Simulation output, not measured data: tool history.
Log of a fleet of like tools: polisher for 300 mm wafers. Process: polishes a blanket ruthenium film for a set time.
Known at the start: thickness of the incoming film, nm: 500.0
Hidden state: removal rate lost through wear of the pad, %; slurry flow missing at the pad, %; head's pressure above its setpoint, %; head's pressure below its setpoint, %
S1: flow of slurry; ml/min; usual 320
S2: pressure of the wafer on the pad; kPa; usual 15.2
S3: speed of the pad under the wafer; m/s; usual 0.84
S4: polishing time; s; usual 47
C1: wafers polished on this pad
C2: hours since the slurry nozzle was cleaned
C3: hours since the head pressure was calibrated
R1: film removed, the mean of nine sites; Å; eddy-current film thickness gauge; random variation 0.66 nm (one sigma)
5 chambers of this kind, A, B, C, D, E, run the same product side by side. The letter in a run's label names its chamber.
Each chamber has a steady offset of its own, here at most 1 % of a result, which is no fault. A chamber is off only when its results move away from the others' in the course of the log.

| run | day | S1 | S2 | S3 | S4 | C1 | C2 | C3 | R1 |
|---|---|---|---|---|---|---|---|---|---|
|  | 0.038 | chamber C: worn pad replaced by a new one |
| 1D | 0.538 | 320 | 15.2 | 0.84 | 47 | 1004 | 305.5 | 470.3 | 567.49 |
| 2E | 1.100 | 320 | 15.2 | 0.84 | 47 | 238 | 129.5 | 950.5 | 563.81 |
|  | 1.300 | chamber D: worn pad replaced by a new one |
| 3C | 1.400 | 320 | 15.2 | 0.84 | 47 | 222 | 325.6 | 849.3 | 567.01 |
| 4A | 1.662 | 320 | 15.2 | 0.84 | 47 | 518 | 443.1 | 110.8 | 559.97 |
|  | 1.983 | chamber A: worn pad replaced by a new one |
| 5B | 2.158 | 320 | 15.2 | 0.84 | 47 | 409 | 86.9 | 340.4 | 573.09 |
| 6C | 2.708 | 320 | 15.2 | 0.84 | 47 | 436 | 357.0 | 880.7 | 566.03 |
| 7E | 3.275 | 320 | 15.2 | 0.84 | 47 | 594 | 181.7 | 1002.7 | 559.53 |
| 8B | 3.821 | 320 | 15.2 | 0.84 | 47 | 681 | 126.8 | 380.3 | 560.70 |
|  | 3.862 | chamber B: worn pad replaced by a new one |
| 9A | 4.288 | 320 | 15.2 | 0.84 | 47 | 376 | 506.1 | 173.8 | 553.06 |
|  | 4.504 | chamber C: worn pad replaced by a new one |
| 10D | 4.683 | 320 | 15.2 | 0.84 | 47 | 552 | 405.0 | 569.8 | 560.64 |
| 11C | 5.058 | 320 | 15.2 | 0.84 | 47 | 90 | 413.4 | 937.1 | 574.33 |
| 12A | 5.392 | 320 | 15.2 | 0.84 | 47 | 556 | 532.6 | 200.3 | 581.43 |
|  | 5.454 | chamber A: worn pad replaced by a new one |
|  | 5.579 | chamber A: slurry nozzle cleaned |
| 13B | 5.692 | 320 | 15.2 | 0.84 | 47 | 299 | 171.7 | 425.2 | 566.95 |
| 14D | 5.962 | 320 | 15.2 | 0.84 | 47 | 761 | 435.7 | 600.5 | 558.13 |
| 15E | 6.504 | 320 | 15.2 | 0.84 | 47 | 1121 | 259.2 | 1080.2 | 566.91 |
|  | 6.658 | chamber E: worn pad replaced by a new one |
|  | 6.742 | chamber E: head pressure recalibrated |
| 16E | 6.962 | 320 | 15.2 | 0.84 | 47 | 49 | 270.2 | 5.3 | 532.89 |
| 17C | 7.517 | 320 | 15.2 | 0.84 | 47 | 492 | 472.4 | 996.1 | 560.24 |
| 18A | 7.946 | 320 | 15.2 | 0.84 | 47 | 407 | 56.8 | 261.6 | 558.01 |
|  | 8.129 | chamber C: head pressure recalibrated |
|  | 8.529 | chamber D: worn pad replaced by a new one |
| 19D | 8.529 | 320 | 15.2 | 0.84 | 47 | 0 | 497.3 | 662.1 | 549.17 |
| 20B | 8.850 | 320 | 15.2 | 0.84 | 47 | 814 | 247.5 | 501.0 | 553.63 |
|  | 8.921 | chamber C: worn pad replaced by a new one |
|  | 8.971 | chamber B: worn pad replaced by a new one |
|  | 9.196 | chamber A: worn pad replaced by a new one |
| 21E | 9.338 | 320 | 15.2 | 0.84 | 47 | 437 | 327.2 | 62.3 | 527.67 |
| 22B | 9.850 | 320 | 15.2 | 0.84 | 47 | 143 | 271.5 | 525.0 | 564.90 |
| 23C | 10.333 | 320 | 15.2 | 0.84 | 47 | 231 | 540.0 | 52.9 | 569.21 |
| 24A | 10.904 | 320 | 15.2 | 0.84 | 47 | 278 | 127.8 | 332.6 | 553.15 |
| 25D | 11.325 | 320 | 15.2 | 1.02 | 47 | 456 | 564.4 | 729.2 | 686.25 |
| 26B | 11.683 | 320 | 15.2 | 1.02 | 47 | 442 | 315.5 | 569.0 | 671.51 |
| 27A | 12.246 | 320 | 15.2 | 1.02 | 47 | 498 | 160.0 | 364.8 | 685.99 |
|  | 12.600 | chamber A: worn pad replaced by a new one |
| 28E | 12.833 | 320 | 15.2 | 1.02 | 47 | 1008 | 411.1 | 146.2 | 637.27 |
|  | 13.167 | chamber C: worn pad replaced by a new one |
| 29C | 13.175 | 320 | 15.2 | 1.02 | 47 | 1 | 608.2 | 121.1 | 695.80 |
| 30D | 13.571 | 320 | 15.2 | 0.84 | 47 | 823 | 618.3 | 783.1 | 550.34 |
| 31C | 13.858 | 320 | 15.2 | 0.84 | 47 | 113 | 624.6 | 137.5 | 561.57 |
|  | 13.900 | chamber B: worn pad replaced by a new one |
|  | 14.238 | chamber E: worn pad replaced by a new one |
| 32E | 14.375 | 320 | 15.2 | 0.84 | 47 | 22 | 448.1 | 183.2 | 526.88 |
| 33B | 14.738 | 320 | 15.2 | 0.84 | 47 | 136 | 388.8 | 642.3 | 556.28 |
| 34D | 15.038 | 320 | 15.2 | 0.84 | 47 | 1062 | 653.5 | 818.3 | 557.05 |
| 35A | 15.517 | 320 | 15.2 | 0.84 | 47 | 476 | 238.5 | 443.3 | 562.83 |
|  | 15.588 | chamber D: worn pad replaced by a new one |
| 36E | 15.904 | 320 | 15.2 | 0.84 | 47 | 272 | 484.8 | 219.9 | 521.65 |
| 37D | 16.458 | 320 | 15.2 | 0.84 | 47 | 142 | 687.6 | 852.4 | 547.47 |
| 38B | 17.042 | 320 | 15.2 | 0.84 | 47 | 513 | 444.1 | 697.6 | 566.87 |

All 5 chambers run these settings next. Forecast each chamber's results:
| 39A | 17.471 | 320 | 15.2 | 0.84 | 47 |  |  |  | ? |
| 39B | 17.471 | 320 | 15.2 | 0.84 | 47 |  |  |  | ? |
| 39C | 17.471 | 320 | 15.2 | 0.84 | 47 |  |  |  | ? |
| 39D | 17.471 | 320 | 15.2 | 0.84 | 47 |  |  |  | ? |
| 39E | 17.471 | 320 | 15.2 | 0.84 | 47 |  |  |  | ? |

| run | R1 |
|---|---|
| 39A | 563.51 |
| 39B | 574.97 |
| 39C | 558.10 |
| 39D | 561.84 |
| 39E | 527.39 |
